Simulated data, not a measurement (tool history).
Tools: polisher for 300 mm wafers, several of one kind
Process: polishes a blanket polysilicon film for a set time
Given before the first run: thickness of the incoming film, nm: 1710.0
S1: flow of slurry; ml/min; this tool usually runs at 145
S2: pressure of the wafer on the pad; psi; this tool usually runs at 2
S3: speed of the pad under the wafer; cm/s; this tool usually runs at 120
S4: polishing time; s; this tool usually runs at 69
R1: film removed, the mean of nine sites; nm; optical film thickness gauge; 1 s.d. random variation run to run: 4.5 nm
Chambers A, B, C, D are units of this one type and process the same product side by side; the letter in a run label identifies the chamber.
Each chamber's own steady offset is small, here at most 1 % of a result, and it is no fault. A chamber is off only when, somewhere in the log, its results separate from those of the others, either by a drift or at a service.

At hour 2.4: chamber D: worn pad replaced by a new one.
Run 1A, hour 8.4: usual settings. Result: R1 570.02 nm.
Run 2C, hour 19: usual settings. Result: R1 565.35 nm.
At hour 22: chamber B: slurry nozzle cleaned.
At hour 28.4: chamber A: worn pad replaced by a new one.
Run 3D, hour 33.2: usual settings. Result: R1 556.44 nm.
Run 4B, hour 41.9: usual settings. Result: R1 566.11 nm.
At hour 47.8: chamber B: worn pad replaced by a new one.
Run 5B, hour 49.4: usual settings. Result: R1 569.99 nm.
Run 6D, hour 59.6: usual settings. Result: R1 560.16 nm.
At hour 66.1: chamber C: worn pad replaced by a new one.
Run 7C, hour 67.1: usual settings. Result: R1 559.71 nm.
Run 8A, hour 78.8: usual settings. Result: R1 575.15 nm.
Run 9C, hour 93.4: usual settings. Result: R1 558.17 nm.
Run 10D, hour 106: usual settings. Result: R1 556.63 nm.
At hour 110.6: chamber A: worn pad replaced by a new one.
Run 11B, hour 121.2: usual settings. Result: R1 569.43 nm.
At hour 122.3: chamber D: head pressure recalibrated.
At hour 129.7: chamber D: worn pad replaced by a new one.
Run 12A, hour 135.7: usual settings. Result: R1 565.75 nm.
At hour 143: chamber B: worn pad replaced by a new one.
Run 13B, hour 149.6: usual settings. Result: R1 578.46 nm.
Run 14D, hour 162.9: usual settings. Result: R1 562 nm.
At hour 164.6: chamber C: worn pad replaced by a new one.
Run 15A, hour 175.9: usual settings. Result: R1 560.23 nm.
Run 16C, hour 186.1: usual settings but S3 94 cm/s, S4 90 s. Result: R1 580.22 nm.
Run 17B, hour 196.1: usual settings but S3 94 cm/s, S4 90 s. Result: R1 585.51 nm.
Run 18C, hour 205.7: usual settings but S3 94 cm/s, S4 90 s. Result: R1 580.04 nm.
At hour 206.8: chamber A: worn pad replaced by a new one.
At hour 212: chamber C: head pressure recalibrated.
Run 19D, hour 216.1: usual settings but S3 94 cm/s, S4 90 s. Result: R1 565.89 nm.
At hour 224.4: chamber D: slurry nozzle cleaned.
Run 20A, hour 225.2: usual settings. Result: R1 557.92 nm.
At hour 235.5: chamber B: worn pad replaced by a new one.
Run 21B, hour 238.9: usual settings. Result: R1 567.67 nm.
At hour 248.7: chamber A: head pressure recalibrated.
Run 22D, hour 250.6: usual settings. Result: R1 556.34 nm.
At hour 252.7: chamber D: worn pad replaced by a new one.
At hour 258.1: chamber C: worn pad replaced by a new one.
Run 23A, hour 260.2: usual settings. Result: R1 562.93 nm.
Run 24C, hour 266.9: usual settings. Result: R1 606.54 nm.
Run 25A, hour 280.7: usual settings. Result: R1 565.31 nm.
Run 26B, hour 289.8: usual settings. Result: R1 568.17 nm.
Run 27D, hour 300.6: usual settings. Result: R1 563.74 nm.
At hour 301.2: chamber A: worn pad replaced by a new one.
Run 28C, hour 313.8: usual settings. Result: R1 602.41 nm.
Run 29D, hour 324.3: usual settings. Result: R1 555.26 nm.
Run 30A, hour 331.7: usual settings but S2 2.3 psi. Result: R1 638.93 nm.
At hour 333: chamber B: worn pad replaced by a new one.
Run 31B, hour 342.1: usual settings but S2 2.3 psi. Result: R1 653.86 nm.
Run 32C, hour 356.5: usual settings but S2 2.3 psi. Result: R1 691.16 nm.
At hour 359.7: chamber C: worn pad replaced by a new one.
Run 33D, hour 370.9: usual settings but S2 2.3 psi. Result: R1 629.76 nm.
At hour 377.4: chamber D: worn pad replaced by a new one.
At hour 379.4: chamber A: worn pad replaced by a new one.
Run 34B, hour 379.9: usual settings but S1 165 ml/min, S3 156 cm/s. Result: R1 757.03 nm.
At hour 386.6: chamber C: slurry nozzle cleaned.
Run 35A, hour 391.8: usual settings but S1 165 ml/min, S3 156 cm/s. Result: R1 748.88 nm.
Run 36C, hour 401.8: usual settings but S1 165 ml/min, S3 156 cm/s. Result: R1 797.05 nm.
Run 37C, hour 411.1: usual settings but S1 165 ml/min, S3 156 cm/s. Result: R1 803.8 nm.
At hour 420.3: chamber B: worn pad replaced by a new one.
Run 38D, hour 424.2: usual settings. Result: R1 561.28 nm.
Run 39A, hour 432.4: usual settings. Result: R1 560.31 nm.
Run 40B, hour 442.1: usual settings. Result: R1 572.51 nm.
Run 41C, hour 452.7: usual settings. Result: R1 607.59 nm.

Decide between three cases: one chamber stands off from its peers, the gauge reading all wafers drifts, or nothing is wrong past each chamber's small offset. Where a chamber is off, say which and what most likely put it there.

The work done on chamber C during a service left it standing apart from the others.
Likeliest cause: head's pressure above its setpoint, % = 6.94.

Which of the 4 candidates below, each the usual settings with something changed and its results left as question marks, puts chamber C back in line with what the other chambers give on the usual settings?
To be in line, a result may differ from the other chambers' mean on the usual settings by at most: R1 16 nm
Run 42C-1, hour 463.6: usual settings but S2 2.1 psi, S3 126 cm/s, S4 72 s. Result: R1 ?.
Run 42C-2, hour 463.6: usual settings but S2 1.9 psi, S4 64 s. Result: R1 ?.
Run 42C-3, hour 463.6: usual settings but S3 112 cm/s. Result: R1 ?.
Run 42C-4, hour 463.6: usual settings but S3 128 cm/s. Result: R1 ?.

The mean the other chambers reach with the usual settings: R1 565.25 nm
  run      R1
42C-1  694.57
42C-2   531.4
42C-3  563.64
42C-4  643.46
The answer is 42C-3, which returns the chamber to within the allowed miss of the others.
